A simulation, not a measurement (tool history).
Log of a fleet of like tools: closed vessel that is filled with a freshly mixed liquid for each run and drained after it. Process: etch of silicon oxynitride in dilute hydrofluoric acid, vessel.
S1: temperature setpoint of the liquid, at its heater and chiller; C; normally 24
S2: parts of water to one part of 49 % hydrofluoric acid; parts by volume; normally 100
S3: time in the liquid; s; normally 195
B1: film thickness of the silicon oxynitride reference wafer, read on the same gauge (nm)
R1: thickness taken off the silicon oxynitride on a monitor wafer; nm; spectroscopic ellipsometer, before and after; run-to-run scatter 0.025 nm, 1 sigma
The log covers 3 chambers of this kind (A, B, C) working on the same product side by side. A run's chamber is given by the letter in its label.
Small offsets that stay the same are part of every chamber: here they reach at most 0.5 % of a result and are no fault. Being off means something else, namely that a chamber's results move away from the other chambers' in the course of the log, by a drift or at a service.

run   hour  S1   S2   S3      B1      R1
 1A    9.2  24  100  195  60.009  4.1749
 2B   15.4  24  100  195      60  4.1547
 3C   25.8  24  100  195      60  4.1452
 4B   33.3  24  100  195      60  4.1447
 5C   39.6  24  100  195   60.01  4.1756
 6A   47.3  24  100  195      60  4.1802
 7A   52.5  24  100  195  60.014  4.1274
 8C   60.3  24  100  195  59.991  4.1803
 9B   65.5  24  100  195  60.006  4.1541
10C   76.9  24  100  195  60.011  4.1652
      77.4  -- chamber B: hydrofluoric acid flow meter replaced
11B   86.6  24  100  195  60.011  4.1684
12A   92.1  24  100  195  60.001  4.1746
13C  102.8  24  100   90  60.011  1.9159
14A  112.3  24  100   90  60.012  1.9293
15B  121.7  24  100   90  60.002  1.9177
16B  129.5  24  100  195  59.977  4.1196
17A  134.6  24  100  195  60.008  4.1477
18C  143.3  24  100  195  60.008  4.1366
19A  154.7  24  100  195  59.995  4.1454
20B  166.4  24  100  195  60.021  4.1463
21C  177.7  24  100  195  59.996  4.1261
     180.9  -- chamber A: hydrofluoric acid flow meter replaced
22B  187.7  24  100  195  59.987  4.1644
23A  193.6  24  100  195  59.994  4.2018
24C  203.9  24  100  195  60.009  4.0947
25B    215  24  100  195  60.005  4.1907
26C  223.5  24  100  195   59.99  4.0526
27A  234.1  24  100  195  60.007  4.1577
28A  245.1  24  100  100  60.006  2.1415
29B  254.9  24  100  100  59.992  2.1222
30C    263  24  100  100  60.014  2.0783
31C  268.1  24  100  195  59.992  4.0495
32A  277.7  24  100  195   60.01   4.158
33B  284.8  24  100  195  59.984  4.1193
34C  294.3  24  100  195  59.993   4.036
35A  301.6  24  100  195  59.984  4.1584
36B  312.9  24  100  195  59.993  4.1591
37C  323.3  24  100  195  60.016  4.0147
38B    331  24  100  195   60.01  4.1379
39A  340.2  24  100  195  60.007  4.1384
40C  348.5  24  100  195  60.005  3.9992

Has any chamber moved away from the others, gradually or after a service, or does the common gauge drift, or do the chambers differ only by their own small steady offsets? State the chamber and the most likely cause if one applies.

It is chamber C that slowly wanders off from its peers.
Likeliest cause: hydrofluoric acid flow below the setpoint (%) = 4.36.
It could be hard to tell apart here from: liquid colder than its thermometer reads (K).

Chamber C could run next with any of the 4 candidate recipes listed below; each alters the usual settings, and their results appear as question marks. Which one brings its results back in line with what the other chambers deliver on the usual settings?
To be in line, a result may differ from the other chambers' mean on the usual settings by at most: R1 0.086 nm
41C-1  356.9  23.5  105  195       ?
41C-2  356.9    24  100  210       ?
41C-3  356.9    23  100  195       ?
41C-4  356.9    25  100  195       ?

What the other chambers average on the usual settings: R1 4.1509 nm
  run      R1
41C-1   3.688
41C-2  4.2866
41C-3  3.7982
41C-4  4.1716
The answer is 41C-4, which returns the chamber to within the allowed miss of the others.
